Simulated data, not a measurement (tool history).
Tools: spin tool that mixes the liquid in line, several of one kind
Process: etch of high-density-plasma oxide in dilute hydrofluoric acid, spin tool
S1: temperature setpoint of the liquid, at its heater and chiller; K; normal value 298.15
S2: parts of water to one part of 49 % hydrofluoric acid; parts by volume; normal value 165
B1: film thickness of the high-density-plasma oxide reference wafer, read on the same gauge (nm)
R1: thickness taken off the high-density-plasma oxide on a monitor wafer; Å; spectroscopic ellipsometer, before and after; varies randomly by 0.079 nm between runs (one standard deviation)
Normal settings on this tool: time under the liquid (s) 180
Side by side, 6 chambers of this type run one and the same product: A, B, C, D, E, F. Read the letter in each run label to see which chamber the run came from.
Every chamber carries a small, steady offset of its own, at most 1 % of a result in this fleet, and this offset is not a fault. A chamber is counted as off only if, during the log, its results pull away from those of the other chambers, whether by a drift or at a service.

{"run": "1F", "hour": 9.3, "S1": 298.15, "S2": 165, "time under the liquid (s)": 180, "B1": 139.99, "R1": 93.376}
{"run": "2E", "hour": 19.9, "S1": 298.15, "S2": 165, "time under the liquid (s)": 180, "B1": 140.0, "R1": 92.187}
{"run": "3C", "hour": 28.3, "S1": 298.15, "S2": 165, "time under the liquid (s)": 180, "B1": 139.98, "R1": 91.76}
{"run": "4D", "hour": 35.1, "S1": 298.15, "S2": 165, "time under the liquid (s)": 180, "B1": 140.0, "R1": 91.217}
{"run": "5A", "hour": 45.5, "S1": 298.15, "S2": 165, "time under the liquid (s)": 180, "B1": 139.99, "R1": 90.973}
{"hour": 53.2, "done": "chamber D: hydrofluoric acid flow meter replaced"}
{"run": "6B", "hour": 57.2, "S1": 302.15, "S2": 165, "time under the liquid (s)": 110, "B1": 140.02, "R1": 65.702}
{"run": "7C", "hour": 64.8, "S1": 302.15, "S2": 165, "time under the liquid (s)": 110, "B1": 139.99, "R1": 64.356}
{"run": "8D", "hour": 70.8, "S1": 302.15, "S2": 165, "time under the liquid (s)": 110, "B1": 140.03, "R1": 65.069}
{"run": "9F", "hour": 79.3, "S1": 302.15, "S2": 165, "time under the liquid (s)": 110, "B1": 140.02, "R1": 65.628}
{"run": "10A", "hour": 86.3, "S1": 302.15, "S2": 165, "time under the liquid (s)": 110, "B1": 139.99, "R1": 65.011}
{"run": "11E", "hour": 92.1, "S1": 302.15, "S2": 165, "time under the liquid (s)": 110, "B1": 140.02, "R1": 65.203}
{"run": "12B", "hour": 100.4, "S1": 298.15, "S2": 165, "time under the liquid (s)": 180, "B1": 139.98, "R1": 92.581}
{"run": "13F", "hour": 109.0, "S1": 298.15, "S2": 165, "time under the liquid (s)": 180, "B1": 140.0, "R1": 92.553}
{"run": "14E", "hour": 118.2, "S1": 298.15, "S2": 165, "time under the liquid (s)": 180, "B1": 140.0, "R1": 94.908}
{"run": "15B", "hour": 124.5, "S1": 298.15, "S2": 165, "time under the liquid (s)": 180, "B1": 140.01, "R1": 92.986}
{"run": "16A", "hour": 129.8, "S1": 298.15, "S2": 165, "time under the liquid (s)": 180, "B1": 139.99, "R1": 90.971}
{"hour": 132.8, "done": "chamber A: hydrofluoric acid flow meter replaced"}
{"run": "17D", "hour": 136.8, "S1": 298.15, "S2": 165, "time under the liquid (s)": 125, "B1": 140.01, "R1": 62.609}
{"run": "18C", "hour": 148.0, "S1": 298.15, "S2": 165, "time under the liquid (s)": 125, "B1": 140.0, "R1": 64.098}
{"run": "19D", "hour": 157.1, "S1": 298.15, "S2": 165, "time under the liquid (s)": 125, "B1": 140.0, "R1": 63.587}
{"run": "20C", "hour": 165.8, "S1": 298.15, "S2": 165, "time under the liquid (s)": 125, "B1": 140.0, "R1": 64.078}
{"run": "21E", "hour": 175.7, "S1": 298.15, "S2": 165, "time under the liquid (s)": 125, "B1": 140.0, "R1": 66.282}
{"run": "22B", "hour": 183.9, "S1": 298.15, "S2": 165, "time under the liquid (s)": 125, "B1": 140.0, "R1": 63.635}
{"run": "23A", "hour": 190.1, "S1": 298.15, "S2": 165, "time under the liquid (s)": 180, "B1": 139.98, "R1": 90.598}
{"run": "24F", "hour": 197.1, "S1": 298.15, "S2": 165, "time under the liquid (s)": 180, "B1": 140.0, "R1": 92.195}
{"run": "25A", "hour": 208.0, "S1": 298.15, "S2": 165, "time under the liquid (s)": 180, "B1": 140.01, "R1": 92.236}
{"run": "26E", "hour": 215.2, "S1": 298.15, "S2": 165, "time under the liquid (s)": 180, "B1": 140.01, "R1": 97.992}
{"run": "27D", "hour": 223.9, "S1": 298.15, "S2": 165, "time under the liquid (s)": 180, "B1": 140.01, "R1": 90.615}
{"run": "28B", "hour": 231.0, "S1": 298.15, "S2": 165, "time under the liquid (s)": 180, "B1": 140.0, "R1": 91.698}
{"run": "29C", "hour": 238.2, "S1": 298.15, "S2": 165, "time under the liquid (s)": 180, "B1": 140.01, "R1": 89.757}
{"run": "30F", "hour": 248.5, "S1": 298.15, "S2": 165, "time under the liquid (s)": 180, "B1": 139.99, "R1": 92.442}
{"run": "31E", "hour": 259.9, "S1": 298.15, "S2": 165, "time under the liquid (s)": 180, "B1": 139.99, "R1": 97.589}
{"run": "32F", "hour": 270.4, "S1": 298.15, "S2": 165, "time under the liquid (s)": 95, "B1": 139.98, "R1": 48.45}
{"run": "33B", "hour": 280.2, "S1": 298.15, "S2": 165, "time under the liquid (s)": 95, "B1": 140.01, "R1": 48.712}
{"run": "34D", "hour": 287.9, "S1": 298.15, "S2": 165, "time under the liquid (s)": 95, "B1": 139.98, "R1": 48.622}
{"run": "35C", "hour": 299.2, "S1": 298.15, "S2": 165, "time under the liquid (s)": 95, "B1": 140.02, "R1": 47.999}
{"run": "36A", "hour": 310.8, "S1": 298.15, "S2": 165, "time under the liquid (s)": 95, "B1": 139.99, "R1": 48.483}
{"run": "37A", "hour": 322.0, "S1": 298.15, "S2": 165, "time under the liquid (s)": 95, "B1": 139.99, "R1": 48.406}
{"run": "38B", "hour": 333.3, "S1": 298.15, "S2": 165, "time under the liquid (s)": 180, "B1": 140.0, "R1": 92.368}
{"run": "39D", "hour": 341.7, "S1": 298.15, "S2": 165, "time under the liquid (s)": 180, "B1": 139.99, "R1": 91.39}
{"run": "40C", "hour": 351.7, "S1": 298.15, "S2": 165, "time under the liquid (s)": 180, "B1": 140.0, "R1": 91.657}

One chamber off, gauge drift, or nothing amiss beyond the chambers' own small offsets? If it is a chamber, which one, and what is the likeliest cause?

It is chamber E that slowly wanders off from its peers.
Likeliest cause: hydrofluoric acid flow above the setpoint (%) = 9.49.
With only this log, it may be confused with: liquid hotter than its thermometer reads (K).

Here are 4 candidates for chamber E's next run, each the usual settings with a change, their results left as question marks. Which one brings its results back in line with what the others give on the usual settings?
In line means no further than this from the other chambers' mean on the usual settings: R1 2.800 Å
{"run": "41E-1", "hour": 360.4, "S1": 298.15, "S2": 150, "time under the liquid (s)": 180, "R1": "?"}
{"run": "41E-2", "hour": 360.4, "S1": 303.65, "S2": 165, "time under the liquid (s)": 180, "R1": "?"}
{"run": "41E-3", "hour": 360.4, "S1": 297.65, "S2": 165, "time under the liquid (s)": 150, "R1": "?"}
{"run": "41E-4", "hour": 360.4, "S1": 297.65, "S2": 180, "time under the liquid (s)": 180, "R1": "?"}

On the usual settings, the other chambers give on average: R1 91.833 Å
run=41E-1 R1=115.240
run=41E-2 R1=125.660
run=41E-3 R1=84.178
run=41E-4 R1=91.016
With 41E-4, the chamber falls back in line with the rest.
